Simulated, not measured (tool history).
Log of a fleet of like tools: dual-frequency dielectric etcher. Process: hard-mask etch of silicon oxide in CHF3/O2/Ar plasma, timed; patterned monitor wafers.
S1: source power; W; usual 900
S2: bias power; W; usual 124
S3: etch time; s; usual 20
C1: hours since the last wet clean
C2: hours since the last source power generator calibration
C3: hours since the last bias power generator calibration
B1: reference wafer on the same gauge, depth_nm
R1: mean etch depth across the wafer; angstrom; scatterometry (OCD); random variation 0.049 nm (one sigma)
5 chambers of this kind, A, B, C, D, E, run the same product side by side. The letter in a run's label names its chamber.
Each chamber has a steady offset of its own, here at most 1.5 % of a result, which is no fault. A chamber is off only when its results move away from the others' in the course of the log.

run 1C hour=3.7 | S1=900 S2=124 S3=20 | C1=137.7 C2=1365.1 C3=1079.8 | B1=40.206 | R1=413.45
run 2D hour=6.1 | S1=900 S2=124 S3=20 | C1=19.9 C2=3609.1 C3=1167.6 | B1=40.199 | R1=411.82
run 3A hour=10.1 | S1=900 S2=124 S3=20 | C1=106.4 C2=179.3 C3=1680.8 | B1=40.182 | R1=405.19
run 4B hour=13.1 | S1=900 S2=124 S3=20 | C1=212.8 C2=693.8 C3=1009.2 | B1=40.176 | R1=409.58
run 5E hour=15.7 | S1=900 S2=124 S3=17 | C1=166.2 C2=1326.1 C3=1085.7 | B1=40.163 | R1=348.38
run 6A hour=18.2 | S1=900 S2=124 S3=17 | C1=114.5 C2=187.4 C3=1688.9 | B1=40.18 | R1=344.19
run 7D hour=22.3 | S1=900 S2=124 S3=17 | C1=36.1 C2=3625.3 C3=1183.8 | B1=40.167 | R1=349.77
run 8B hour=25.7 | S1=900 S2=124 S3=17 | C1=225.4 C2=706.4 C3=1021.8 | B1=40.15 | R1=348.11
run 9C hour=29.5 | S1=900 S2=124 S3=17 | C1=163.5 C2=1390.9 C3=1105.6 | B1=40.157 | R1=350.76
run 10E hour=33 | S1=900 S2=124 S3=20 | C1=183.5 C2=1343.4 C3=1103 | B1=40.154 | R1=410.58
run 11E hour=35 | S1=900 S2=124 S3=20 | C1=185.5 C2=1345.4 C3=1105 | B1=40.15 | R1=408.81
run 12D hour=38.3 | S1=900 S2=124 S3=20 | C1=52.1 C2=3641.3 C3=1199.8 | B1=40.134 | R1=411.52
run 13C hour=41.8 | S1=900 S2=124 S3=20 | C1=175.8 C2=1403.2 C3=1117.9 | B1=40.138 | R1=412.44
run 14B hour=43.7 | S1=900 S2=124 S3=20 | C1=243.4 C2=724.4 C3=1039.8 | B1=40.134 | R1=409.79
run 15A hour=47.2 | S1=900 S2=124 S3=20 | C1=143.5 C2=216.4 C3=1717.9 | B1=40.135 | R1=405.21
run 16E hour=49.1 | S1=900 S2=124 S3=20 | C1=199.6 C2=1359.5 C3=1119.1 | B1=40.116 | R1=410.37
run 17D hour=52 | S1=900 S2=124 S3=20 | C1=65.8 C2=3655 C3=1213.5 | B1=40.108 | R1=410.5
run 18C hour=55.6 | S1=900 S2=124 S3=20 | C1=189.6 C2=1417 C3=1131.7 | B1=40.098 | R1=412.93
run 19B hour=57.6 | S1=900 S2=124 S3=20 | C1=257.3 C2=738.3 C3=1053.7 | B1=40.11 | R1=408.92
run 20A hour=60.8 | S1=900 S2=124 S3=20 | C1=157.1 C2=230 C3=1731.5 | B1=40.099 | R1=405.4
run 21C hour=63.8 | S1=1020 S2=110 S3=20 | C1=197.8 C2=1425.2 C3=1139.9 | B1=40.086 | R1=418.13
run 22A hour=66.9 | S1=1020 S2=110 S3=20 | C1=163.2 C2=236.1 C3=1737.6 | B1=40.096 | R1=410.69
run 23E hour=70.3 | S1=1020 S2=110 S3=20 | C1=220.8 C2=1380.7 C3=1140.3 | B1=40.104 | R1=414.73
run 24B hour=73.4 | S1=1020 S2=110 S3=20 | C1=273.1 C2=754.1 C3=1069.5 | B1=40.088 | R1=415.44
run 25D hour=76.8 | S1=1020 S2=110 S3=20 | C1=90.6 C2=3679.8 C3=1238.3 | B1=40.081 | R1=416.38
run 26D hour=80.7 | S1=900 S2=124 S3=20 | C1=94.5 C2=3683.7 C3=1242.2 | B1=40.081 | R1=410.12
run 27A hour=82.8 | S1=900 S2=94 S3=20 | C1=179.1 C2=252 C3=1753.5 | B1=40.067 | R1=373.04
run 28B hour=86.8 | S1=900 S2=94 S3=20 | C1=286.5 C2=767.5 C3=1082.9 | B1=40.074 | R1=377.96
run 29C hour=90.3 | S1=900 S2=94 S3=20 | C1=224.3 C2=1451.7 C3=1166.4 | B1=40.05 | R1=380.66
run 30E hour=93.9 | S1=900 S2=94 S3=20 | C1=244.4 C2=1404.3 C3=1163.9 | B1=40.052 | R1=377.05
run 31C hour=98.1 | S1=900 S2=94 S3=20 | C1=232.1 C2=1459.5 C3=1174.2 | B1=40.046 | R1=378.65
run 32A hour=99.9 | S1=900 S2=124 S3=20 | C1=196.2 C2=269.1 C3=1770.6 | B1=40.046 | R1=404.26
run 33E hour=103.9 | S1=900 S2=124 S3=20 | C1=254.4 C2=1414.3 C3=1173.9 | B1=40.035 | R1=409.04
run 34D hour=106 | S1=900 S2=124 S3=20 | C1=119.8 C2=3709 C3=1267.5 | B1=40.023 | R1=410.01
run 35B hour=109.9 | S1=900 S2=124 S3=20 | C1=309.6 C2=790.6 C3=1106 | B1=40.011 | R1=408.51
run 36E hour=113.4 | S1=900 S2=124 S3=20 | C1=263.9 C2=1423.8 C3=1183.4 | B1=40.008 | R1=408.86
run 37A hour=117.6 | S1=900 S2=124 S3=20 | C1=213.9 C2=286.8 C3=1788.3 | B1=40.019 | R1=403.5
run 38B hour=120.6 | S1=900 S2=124 S3=20 | C1=320.3 C2=801.3 C3=1116.7 | B1=40.026 | R1=408.79
run 39C hour=123.3 | S1=900 S2=124 S3=20 | C1=257.3 C2=1484.7 C3=1199.4 | B1=40.017 | R1=410.91

Next, every chamber runs the same settings. What will each give?
run 40A hour=126.4 | S1=690 S2=124 S3=20 | R1=?
run 40B hour=126.4 | S1=690 S2=124 S3=20 | R1=?
run 40C hour=126.4 | S1=690 S2=124 S3=20 | R1=?
run 40D hour=126.4 | S1=690 S2=124 S3=20 | R1=?
run 40E hour=126.4 | S1=690 S2=124 S3=20 | R1=?

run=40A R1=363.95
run=40B R1=367.57
run=40C R1=369.88
run=40D R1=369.68
run=40E R1=368.4
